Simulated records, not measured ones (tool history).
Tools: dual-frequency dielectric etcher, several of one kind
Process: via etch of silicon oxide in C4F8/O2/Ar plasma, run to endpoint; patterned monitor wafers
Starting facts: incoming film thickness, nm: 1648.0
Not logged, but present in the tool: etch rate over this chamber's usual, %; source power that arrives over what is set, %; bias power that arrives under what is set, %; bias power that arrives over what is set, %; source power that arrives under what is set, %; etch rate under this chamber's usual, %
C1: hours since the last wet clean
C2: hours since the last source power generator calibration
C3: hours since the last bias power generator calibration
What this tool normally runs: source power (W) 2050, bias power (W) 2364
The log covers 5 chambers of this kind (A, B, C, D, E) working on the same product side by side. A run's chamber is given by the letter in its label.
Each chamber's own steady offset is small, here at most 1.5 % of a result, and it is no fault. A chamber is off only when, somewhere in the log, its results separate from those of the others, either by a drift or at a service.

At day 0.167: chamber B: wet clean of the chamber.
Run 1D, day 0.275: usual settings; C1 424.3; C2 1299.5; C3 3181.0. Result: endpoint time (s) 306.93.
Run 2B, day 0.588: usual settings; C1 10.2; C2 1177.6; C3 130.5. Result: endpoint time (s) 306.71.
Run 3E, day 0.925: usual settings; C1 212.1; C2 3044.4; C3 1504.5. Result: endpoint time (s) 304.07.
Run 4A, day 1.171: usual settings; C1 84.4; C2 293.4; C3 1295.4. Result: endpoint time (s) 304.80.
Run 5C, day 1.625: usual settings; C1 88.6; C2 543.5; C3 2320.9. Result: endpoint time (s) 302.78.
Run 6E, day 1.967: usual settings; C1 237.1; C2 3069.4; C3 1529.5. Result: endpoint time (s) 305.95.
Run 7B, day 2.192: usual settings; C1 48.7; C2 1216.1; C3 169.0. Result: endpoint time (s) 302.06.
Run 8C, day 2.492: usual settings but bias power (W) 2935; C1 109.4; C2 564.3; C3 2341.7. Result: endpoint time (s) 283.36.
Run 9D, day 2.729: usual settings but bias power (W) 2935; C1 483.2; C2 1358.4; C3 3239.9. Result: endpoint time (s) 284.64.
Run 10A, day 3.021: usual settings but bias power (W) 2935; C1 128.8; C2 337.8; C3 1339.8. Result: endpoint time (s) 287.54.
Run 11D, day 3.229: usual settings but bias power (W) 2935; C1 495.2; C2 1370.4; C3 3251.9. Result: endpoint time (s) 286.96.
At day 3.275: chamber D: wet clean of the chamber.
At day 3.450: chamber D: bias power generator calibrated.
Run 12A, day 3.571: usual settings but bias power (W) 2935; C1 142.0; C2 351.0; C3 1353.0. Result: endpoint time (s) 286.46.
Run 13B, day 3.996: usual settings; C1 92.0; C2 1259.4; C3 212.3. Result: endpoint time (s) 305.74.
Run 14C, day 4.196: usual settings; C1 150.3; C2 605.2; C3 2382.6. Result: endpoint time (s) 307.45.
Run 15E, day 4.642: usual settings; C1 301.3; C2 3133.6; C3 1593.7. Result: endpoint time (s) 311.56.
Run 16C, day 4.917: usual settings; C1 167.6; C2 622.5; C3 2399.9. Result: endpoint time (s) 305.00.
Run 17A, day 5.271: usual settings; C1 182.8; C2 391.8; C3 1393.8. Result: endpoint time (s) 306.40.
Run 18D, day 5.679: usual settings; C1 57.7; C2 1429.2; C3 53.5. Result: endpoint time (s) 307.51.
Run 19B, day 5.950: usual settings; C1 138.9; C2 1306.3; C3 259.2. Result: endpoint time (s) 304.71.
Run 20E, day 6.183: usual settings; C1 338.3; C2 3170.6; C3 1630.7. Result: endpoint time (s) 311.32.
Run 21E, day 6.488: usual settings; C1 345.6; C2 3177.9; C3 1638.0. Result: endpoint time (s) 310.85.
Run 22D, day 6.721: usual settings; C1 82.7; C2 1454.2; C3 78.5. Result: endpoint time (s) 306.83.
Run 23B, day 6.979: usual settings; C1 163.6; C2 1331.0; C3 283.9. Result: endpoint time (s) 305.87.
Run 24C, day 7.329: usual settings; C1 225.5; C2 680.4; C3 2457.8. Result: endpoint time (s) 303.52.
Run 25A, day 7.550: usual settings; C1 237.5; C2 446.5; C3 1448.5. Result: endpoint time (s) 303.83.
Run 26C, day 7.808: usual settings; C1 237.0; C2 691.9; C3 2469.3. Result: endpoint time (s) 303.82.
Run 27A, day 8.050: usual settings; C1 249.5; C2 458.5; C3 1460.5. Result: endpoint time (s) 301.10.
Run 28B, day 8.396: usual settings but source power (W) 1830; C1 197.6; C2 1365.0; C3 317.9. Result: endpoint time (s) 320.65.
Run 29D, day 8.688: usual settings but source power (W) 1830; C1 129.9; C2 1501.4; C3 125.7. Result: endpoint time (s) 320.18.
Run 30E, day 8.962: usual settings but source power (W) 1830; C1 405.0; C2 3237.3; C3 1697.4. Result: endpoint time (s) 333.05.
Run 31D, day 9.267: usual settings but source power (W) 1830; C1 143.8; C2 1515.3; C3 139.6. Result: endpoint time (s) 319.60.

For the next run the whole fleet of 5 chambers uses the same settings. Give each chamber's results:
Run 32A, day 9.592: usual settings but bias power (W) 2618. Result: endpoint time (s) ?.
Run 32B, day 9.592: usual settings but bias power (W) 2618. Result: endpoint time (s) ?.
Run 32C, day 9.592: usual settings but bias power (W) 2618. Result: endpoint time (s) ?.
Run 32D, day 9.592: usual settings but bias power (W) 2618. Result: endpoint time (s) ?.
Run 32E, day 9.592: usual settings but bias power (W) 2618. Result: endpoint time (s) ?.

run  endpoint time (s)
32A             291.99
32B             294.99
32C             294.13
32D             299.05
32E             308.27

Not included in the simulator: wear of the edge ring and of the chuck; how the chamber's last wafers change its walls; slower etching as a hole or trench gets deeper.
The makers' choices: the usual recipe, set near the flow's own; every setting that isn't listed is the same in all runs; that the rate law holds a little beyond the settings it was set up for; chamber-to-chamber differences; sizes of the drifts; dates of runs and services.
